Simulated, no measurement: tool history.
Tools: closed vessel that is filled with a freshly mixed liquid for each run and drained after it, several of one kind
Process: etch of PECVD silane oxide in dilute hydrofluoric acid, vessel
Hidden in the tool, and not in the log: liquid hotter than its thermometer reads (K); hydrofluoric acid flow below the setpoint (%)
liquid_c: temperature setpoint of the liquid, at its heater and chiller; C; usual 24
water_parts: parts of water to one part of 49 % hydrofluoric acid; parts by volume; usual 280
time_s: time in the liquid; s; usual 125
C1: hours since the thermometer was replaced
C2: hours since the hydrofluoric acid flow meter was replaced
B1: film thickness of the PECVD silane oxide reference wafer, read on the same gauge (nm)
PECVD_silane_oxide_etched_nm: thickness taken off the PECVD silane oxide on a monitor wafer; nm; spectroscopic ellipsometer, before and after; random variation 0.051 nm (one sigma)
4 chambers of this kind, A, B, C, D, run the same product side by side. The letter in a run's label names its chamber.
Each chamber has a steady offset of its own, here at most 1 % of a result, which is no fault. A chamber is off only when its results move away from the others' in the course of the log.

Run 1B, hour 11.4: usual settings; C1 76.9; C2 101; B1 79.986. Result: PECVD_silane_oxide_etched_nm 10.017 nm.
Run 2C, hour 23.4: usual settings; C1 2409.5; C2 419.5; B1 79.992. Result: PECVD_silane_oxide_etched_nm 10.031 nm.
Run 3A, hour 32.5: usual settings; C1 178.3; C2 1656.6; B1 79.976. Result: PECVD_silane_oxide_etched_nm 9.992 nm.
Run 4D, hour 44.8: usual settings; C1 794.7; C2 718.5; B1 79.955. Result: PECVD_silane_oxide_etched_nm 9.9737 nm.
Run 5B, hour 55.3: usual settings; C1 120.8; C2 144.9; B1 80.023. Result: PECVD_silane_oxide_etched_nm 10.061 nm.
Run 6D, hour 67: usual settings; C1 816.9; C2 740.7; B1 80.01. Result: PECVD_silane_oxide_etched_nm 9.9214 nm.
Run 7C, hour 74.3: usual settings; C1 2460.4; C2 470.4; B1 80.021. Result: PECVD_silane_oxide_etched_nm 9.9872 nm.
Run 8A, hour 81.3: usual settings but water_parts 360 parts by volume; C1 227.1; C2 1705.4; B1 80.007. Result: PECVD_silane_oxide_etched_nm 7.1308 nm.
Run 9D, hour 92.3: usual settings but water_parts 360 parts by volume; C1 842.2; C2 766; B1 80.043. Result: PECVD_silane_oxide_etched_nm 7.1955 nm.
Run 10C, hour 101.9: usual settings but water_parts 360 parts by volume; C1 2488; C2 498; B1 80.036. Result: PECVD_silane_oxide_etched_nm 7.1876 nm.
Run 11B, hour 113: usual settings but water_parts 360 parts by volume; C1 178.5; C2 202.6; B1 79.988. Result: PECVD_silane_oxide_etched_nm 7.237 nm.
Run 12A, hour 119.1: usual settings; C1 264.9; C2 1743.2; B1 79.97. Result: PECVD_silane_oxide_etched_nm 9.9291 nm.
Run 13D, hour 125.5: usual settings; C1 875.4; C2 799.2; B1 79.99. Result: PECVD_silane_oxide_etched_nm 10.129 nm.
Run 14C, hour 138.3: usual settings; C1 2524.4; C2 534.4; B1 80.041. Result: PECVD_silane_oxide_etched_nm 9.9633 nm.
Run 15A, hour 147.9: usual settings; C1 293.7; C2 1772; B1 79.984. Result: PECVD_silane_oxide_etched_nm 10.036 nm.
Run 16B, hour 158: usual settings; C1 223.5; C2 247.6; B1 80.015. Result: PECVD_silane_oxide_etched_nm 9.9732 nm.
Run 17C, hour 170.7: usual settings; C1 2556.8; C2 566.8; B1 80. Result: PECVD_silane_oxide_etched_nm 10.003 nm.
Run 18D, hour 184.2: usual settings; C1 934.1; C2 857.9; B1 80.015. Result: PECVD_silane_oxide_etched_nm 10.478 nm.
Run 19B, hour 196.1: usual settings; C1 261.6; C2 285.7; B1 79.975. Result: PECVD_silane_oxide_etched_nm 9.9818 nm.
Run 20A, hour 207.1: usual settings but liquid_c 20 C; C1 352.9; C2 1831.2; B1 80.02. Result: PECVD_silane_oxide_etched_nm 8.6706 nm.
Run 21C, hour 215.3: usual settings but liquid_c 20 C; C1 2601.4; C2 611.4; B1 80.014. Result: PECVD_silane_oxide_etched_nm 8.5553 nm.
Run 22D, hour 227.3: usual settings but liquid_c 20 C; C1 977.2; C2 901; B1 80.015. Result: PECVD_silane_oxide_etched_nm 9.1371 nm.
Run 23A, hour 233.3: usual settings but liquid_c 20 C; C1 379.1; C2 1857.4; B1 80. Result: PECVD_silane_oxide_etched_nm 8.6206 nm.
Run 24B, hour 242.8: usual settings but water_parts 205 parts by volume, time_s 175 s; C1 308.3; C2 332.4; B1 80.031. Result: PECVD_silane_oxide_etched_nm 20.75 nm.
Run 25C, hour 250.6: usual settings but water_parts 205 parts by volume, time_s 175 s; C1 2636.7; C2 646.7; B1 79.995. Result: PECVD_silane_oxide_etched_nm 20.74 nm.
Run 26A, hour 262.8: usual settings but water_parts 205 parts by volume, time_s 175 s; C1 408.6; C2 1886.9; B1 79.994. Result: PECVD_silane_oxide_etched_nm 20.839 nm.

What goes on in this fleet: one chamber off, a drifting gauge, or nothing beyond the chambers' own small offsets? Name the chamber and the cause, if any.

Chamber D drifts away from the others.
Cause: liquid hotter than its thermometer reads (K) = 1.97.
The log may not tell that from: hydrofluoric acid flow above the setpoint (%).

Here are 4 candidates for chamber D's next run, each the usual settings with a change, their results left as question marks. Which one brings its results back in line with what the others give on the usual settings?
In line means no further than this from the other chambers' mean on the usual settings: PECVD_silane_oxide_etched_nm 0.18 nm
Run 27D-1, hour 272.5: usual settings but liquid_c 25 C. Result: PECVD_silane_oxide_etched_nm ?.
Run 27D-2, hour 272.5: usual settings but water_parts 275 parts by volume, time_s 130 s. Result: PECVD_silane_oxide_etched_nm ?.
Run 27D-3, hour 272.5: usual settings but water_parts 285 parts by volume, time_s 120 s. Result: PECVD_silane_oxide_etched_nm ?.
Run 27D-4, hour 272.5: usual settings but liquid_c 23 C. Result: PECVD_silane_oxide_etched_nm ?.

The other chambers' mean on the usual settings: PECVD_silane_oxide_etched_nm 10.01 nm
  run  PECVD_silane_oxide_etched_nm
27D-1                        11.058
27D-2                        11.379
27D-3                        10.026
27D-4                        10.325
27D-3 brings the chamber back in line.

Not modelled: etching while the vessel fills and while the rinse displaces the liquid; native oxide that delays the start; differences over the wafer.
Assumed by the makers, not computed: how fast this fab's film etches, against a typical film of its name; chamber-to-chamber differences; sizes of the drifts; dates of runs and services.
